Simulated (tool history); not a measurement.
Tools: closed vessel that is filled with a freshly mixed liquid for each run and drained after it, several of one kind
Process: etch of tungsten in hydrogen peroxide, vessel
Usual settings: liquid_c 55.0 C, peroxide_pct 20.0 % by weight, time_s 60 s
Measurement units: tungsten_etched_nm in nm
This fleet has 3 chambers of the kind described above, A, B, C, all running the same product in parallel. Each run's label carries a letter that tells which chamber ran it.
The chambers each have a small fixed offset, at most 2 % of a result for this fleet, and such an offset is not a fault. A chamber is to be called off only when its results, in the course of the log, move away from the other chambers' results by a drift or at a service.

run   hour  liquid_c  peroxide_pct  time_s  hours since the thermometer was replaced  hours since the peroxide flow meter was replaced  hours since the drum of peroxide was connected  read-back film thickness of the tungsten reference wafer, read on the same gauge (nm)  tungsten_etched_nm
 1B    3.7      55.0          20.0      60                                      19.9                                             216.0                                           445.0                                                                                 150.03              228.28
 2A    7.1      55.0          20.0      60                                     723.6                                             319.1                                           608.2                                                                                 150.00              223.56
 3C   10.2      55.0          20.0      60                                      82.4                                             761.4                                           649.1                                                                                 150.02              229.39
 4A   12.7      55.0          20.0      60                                     729.2                                             324.7                                           613.8                                                                                 150.04              225.08
 5B   16.4      55.0          20.0      60                                      32.6                                             228.7                                           457.7                                                                                 150.02              226.20
      17.8  -- chamber A: new drum of peroxide connected
 6C   19.4      55.0          20.0      60                                      91.6                                             770.6                                           658.3                                                                                 149.98              229.45
 7B   23.6      55.0          20.0      60                                      39.8                                             235.9                                           464.9                                                                                 150.02              229.70
      25.5  -- chamber C: peroxide flow meter replaced
 8C   25.8      55.0          20.0      60                                      98.0                                               0.3                                           664.7                                                                                 150.00              232.90
 9A   28.7      55.0          20.0      60                                     745.2                                             340.7                                            11.0                                                                                 149.98              228.44
10A   31.8      45.5          20.0      60                                     748.3                                             343.8                                            14.1                                                                                 150.00              125.21
11C   34.7      45.5          20.0      60                                     106.9                                               9.2                                           673.6                                                                                 150.01              129.62
12B   37.0      45.5          20.0      60                                      53.2                                             249.3                                           478.3                                                                                 150.03              128.51
13C   40.2      55.0          20.0      60                                     112.4                                              14.7                                           679.1                                                                                 149.99              228.67
14B   42.4      55.0          20.0      60                                      58.6                                             254.7                                           483.7                                                                                 150.05              229.81
15A   46.1      55.0          20.0      60                                     762.6                                             358.1                                            28.4                                                                                 149.98              226.36
16A   48.8      55.0          20.0      60                                     765.3                                             360.8                                            31.1                                                                                 149.96              222.08
17B   52.9      55.0          20.0      60                                      69.1                                             265.2                                           494.2                                                                                 150.00              226.36
18C   56.5      55.0          20.0      60                                     128.7                                              31.0                                           695.4                                                                                 149.96              226.32
19C   61.1      60.0          16.5      60                                     133.3                                              35.6                                           700.0                                                                                 150.00              277.06
20B   64.3      60.0          16.5      60                                      80.5                                             276.6                                           505.6                                                                                 150.03              281.27
21A   67.8      60.0          16.5      60                                     784.3                                             379.8                                            50.1                                                                                 149.97              268.04
22B   71.7      55.0          20.0      60                                      87.9                                             284.0                                           513.0                                                                                 150.05              223.61
23A   76.2      55.0          20.0      60                                     792.7                                             388.2                                            58.5                                                                                 149.99              217.85
24C   80.4      55.0          20.0      60                                     152.6                                              54.9                                           719.3                                                                                 150.01              227.48
25A   84.8      55.0          20.0      60                                     801.3                                             396.8                                            67.1                                                                                 150.01              214.83
26B   87.9      55.0          20.0      60                                     104.1                                             300.2                                           529.2                                                                                 150.01              228.26
27C   90.7      55.0          20.0      60                                     162.9                                              65.2                                           729.6                                                                                 150.03              232.22
28A   94.6      55.0          20.0      60                                     811.1                                             406.6                                            76.9                                                                                 150.03              214.73
29B   98.8      55.0          20.0      60                                     115.0                                             311.1                                           540.1                                                                                 149.97              228.83
30C  101.3      55.0          20.0      60                                     173.5                                              75.8                                           740.2                                                                                 149.99              228.39
31C  103.4      55.0          20.0      60                                     175.6                                              77.9                                           742.3                                                                                 150.00              232.05
32A  107.4      48.0          20.0      50                                     823.9                                             419.4                                            89.7                                                                                 149.98              114.30

Next, all 3 chambers run the settings below, one line each with question marks for the results. What does each chamber give?
33A  110.7      55.0          20.0      60                                                                                                                                                                                                                                                      ?
33B  110.7      55.0          20.0      60                                                                                                                                                                                                                                                      ?
33C  110.7      55.0          20.0      60                                                                                                                                                                                                                                                      ?

run  tungsten_etched_nm
33A              210.51
33B              226.89
33C              230.26
